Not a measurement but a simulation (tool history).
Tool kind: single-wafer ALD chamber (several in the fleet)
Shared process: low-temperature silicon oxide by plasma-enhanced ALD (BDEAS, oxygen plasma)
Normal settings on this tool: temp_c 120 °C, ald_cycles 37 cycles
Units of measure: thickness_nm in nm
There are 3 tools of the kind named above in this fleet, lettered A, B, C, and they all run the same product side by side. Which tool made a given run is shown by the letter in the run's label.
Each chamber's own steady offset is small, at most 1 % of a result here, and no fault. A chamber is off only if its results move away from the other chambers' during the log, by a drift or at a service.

run   hour  temp_c  ald_cycles  hours since the last thermocouple change  read-back reference wafer on the same gauge, thickness_nm  thickness_nm
 1A    7.4     120          37                                     722.0                                                     4.1207        5.1000
 2B   22.4     120          37                                     999.2                                                     4.1188        5.1305
      25.0  -- chamber C: thermocouple changed; heater temperature recalibrated
 3C   32.1     120          37                                       7.2                                                     4.1180        5.1230
 4B   41.5     120          37                                    1018.3                                                     4.1194        5.1304
 5A   54.3     120          34                                     768.9                                                     4.1175        4.6865
 6C   67.3     120          34                                      42.4                                                     4.1158        4.6923
 7B   81.1     120          34                                    1057.9                                                     4.1145        4.7159
 8A   93.8     120          37                                     808.4                                                     4.1141        5.0926
 9C  106.9     120          37                                      82.0                                                     4.1124        5.1083
10C  120.2     120          37                                      95.3                                                     4.1125        5.1041
11A  129.6     120          37                                     844.2                                                     4.1125        5.0976
12B  143.3     120          37                                    1120.1                                                     4.1110        5.1285
13C  151.3     120          37                                     126.4                                                     4.1110        5.0981
14B  161.9     120          37                                    1138.7                                                     4.1104        5.1294
15A  172.3     120          37                                     886.9                                                     4.1092        5.0932
16C  180.4     106          41                                     155.5                                                     4.1097        5.7948
17A  190.4     106          41                                     905.0                                                     4.1086        5.7832
     197.7  -- chamber A: thermocouple changed; heater temperature recalibrated
18B  198.0     106          41                                    1174.8                                                     4.1083        5.8231
19A  208.8     120          37                                      11.1                                                     4.1083        5.0712
20C  222.7     120          37                                     197.8                                                     4.1066        5.1030
21B  238.1     120          37                                    1214.9                                                     4.1058        5.1260
22C  251.8     120          37                                     226.9                                                     4.1044        5.0896
23A  262.9     120          37                                      65.2                                                     4.1051        5.0802
24B  273.9     120          37                                    1250.7                                                     4.1046        5.1074
25C  282.1     120          37                                     257.2                                                     4.1030        5.0942
26B  293.3     120          37                                    1270.1                                                     4.1023        5.1130
27A  300.4     133          33                                     102.7                                                     4.1026        4.4079
28A  311.7     133          33                                     114.0                                                     4.0999        4.4134
29C  322.7     133          33                                     297.8                                                     4.1004        4.4362
30B  336.0     120          37                                    1312.8                                                     4.0999        5.1077
31C  350.6     120          37                                     325.7                                                     4.0995        5.0964

Has any chamber moved away from the others, gradually or after a service, or does the common gauge drift, or do the chambers differ only by their own small steady offsets? State the chamber and the most likely cause if one applies.

The gauge drifts, so all chambers seem to drift together. No chamber is off.
Likeliest cause: gauge reads low (%) = 0.536.
